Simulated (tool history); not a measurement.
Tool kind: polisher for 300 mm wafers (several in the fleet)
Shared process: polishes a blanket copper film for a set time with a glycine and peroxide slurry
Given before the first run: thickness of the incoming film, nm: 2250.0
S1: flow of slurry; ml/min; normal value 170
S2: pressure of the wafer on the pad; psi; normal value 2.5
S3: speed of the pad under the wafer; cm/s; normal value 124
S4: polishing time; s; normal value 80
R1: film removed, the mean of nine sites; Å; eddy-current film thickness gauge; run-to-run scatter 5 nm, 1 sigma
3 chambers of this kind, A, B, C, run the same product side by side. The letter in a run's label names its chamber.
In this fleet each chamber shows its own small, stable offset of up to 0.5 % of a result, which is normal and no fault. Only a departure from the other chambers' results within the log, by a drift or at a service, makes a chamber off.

At day 0.008: chamber B: worn pad replaced by a new one.
Run 1A, day 0.183: usual settings. Result: R1 4794.2 Å.
Run 2B, day 0.375: usual settings. Result: R1 4853.3 Å.
Run 3C, day 0.646: usual settings. Result: R1 4771.2 Å.
Run 4A, day 0.804: usual settings. Result: R1 4826.1 Å.
At day 0.958: chamber C: head pressure recalibrated.
Run 5B, day 0.979: usual settings. Result: R1 4820.8 Å.
Run 6C, day 1.212: usual settings. Result: R1 4861.1 Å.
Run 7A, day 1.404: usual settings. Result: R1 4710.1 Å.
Run 8B, day 1.533: usual settings. Result: R1 4933.3 Å.
At day 1.617: chamber C: worn pad replaced by a new one.
Run 9C, day 1.700: usual settings. Result: R1 4732.2 Å.
Run 10A, day 1.929: usual settings. Result: R1 4678.5 Å.
Run 11B, day 2.079: usual settings. Result: R1 4700.1 Å.
Run 12C, day 2.200: usual settings. Result: R1 4808.5 Å.
Run 13C, day 2.350: usual settings. Result: R1 4748.1 Å.
Run 14A, day 2.521: usual settings. Result: R1 4598.3 Å.
Run 15B, day 2.783: usual settings but S4 56 s. Result: R1 3331.8 Å.
Run 16A, day 2.996: usual settings but S4 56 s. Result: R1 3225.3 Å.
Run 17C, day 3.204: usual settings but S4 56 s. Result: R1 3326.9 Å.
Run 18B, day 3.362: usual settings. Result: R1 4915.8 Å.
At day 3.417: chamber C: slurry nozzle cleaned.
Run 19C, day 3.542: usual settings. Result: R1 4872.9 Å.
Run 20A, day 3.792: usual settings but S3 158 cm/s. Result: R1 5509.0 Å.
Run 21B, day 3.908: usual settings but S3 158 cm/s. Result: R1 5880.5 Å.
At day 4.008: chamber C: worn pad replaced by a new one.
At day 4.146: chamber A: slurry nozzle cleaned.
Run 22A, day 4.150: usual settings but S3 158 cm/s. Result: R1 5477.7 Å.
Run 23C, day 4.400: usual settings. Result: R1 4754.4 Å.
Run 24B, day 4.529: usual settings. Result: R1 4722.6 Å.
Run 25B, day 4.729: usual settings. Result: R1 4737.4 Å.
At day 4.925: chamber B: worn pad replaced by a new one.
Run 26C, day 5.004: usual settings. Result: R1 4741.4 Å.
Run 27A, day 5.217: usual settings. Result: R1 4404.6 Å.
Run 28A, day 5.371: usual settings. Result: R1 4310.2 Å.
Run 29B, day 5.567: usual settings. Result: R1 4874.8 Å.
Run 30C, day 5.692: usual settings. Result: R1 4684.1 Å.
Run 31C, day 5.967: usual settings. Result: R1 4761.1 Å.

Is one chamber off against the others, does the gauge drift, or is nothing wrong? If a chamber is off, say which, and what the likeliest cause is.

Little by little, chamber A moves away from the other chambers.
What lies behind it: removal rate lost through wear of the pad, % = 10.3.
Not necessarily distinguishable in this log from: head's pressure below its setpoint, %.

Which of the 4 candidates below, each the usual settings with something changed and its results left as question marks, puts chamber A back in line with what the other chambers give on the usual settings?
Maximum distance from the other chambers' mean on the usual settings for a result to count as in line: R1 170.0 Å
Run 32A-1, day 6.167: usual settings but S3 122 cm/s, S4 78 s. Result: R1 ?.
Run 32A-2, day 6.167: usual settings but S3 126 cm/s, S4 82 s. Result: R1 ?.
Run 32A-3, day 6.167: usual settings but S1 175 ml/min, S4 89 s. Result: R1 ?.
Run 32A-4, day 6.167: usual settings but S2 2.4 psi, S3 120 cm/s, S4 77 s. Result: R1 ?.

Usual-settings mean across the other chambers: R1 4789.1 Å
  run      R1
32A-1  4129.0
32A-2  4460.0
32A-3  4797.3
32A-4  3883.9
The right change is 32A-3: it brings the chamber back within the allowed miss of the others.

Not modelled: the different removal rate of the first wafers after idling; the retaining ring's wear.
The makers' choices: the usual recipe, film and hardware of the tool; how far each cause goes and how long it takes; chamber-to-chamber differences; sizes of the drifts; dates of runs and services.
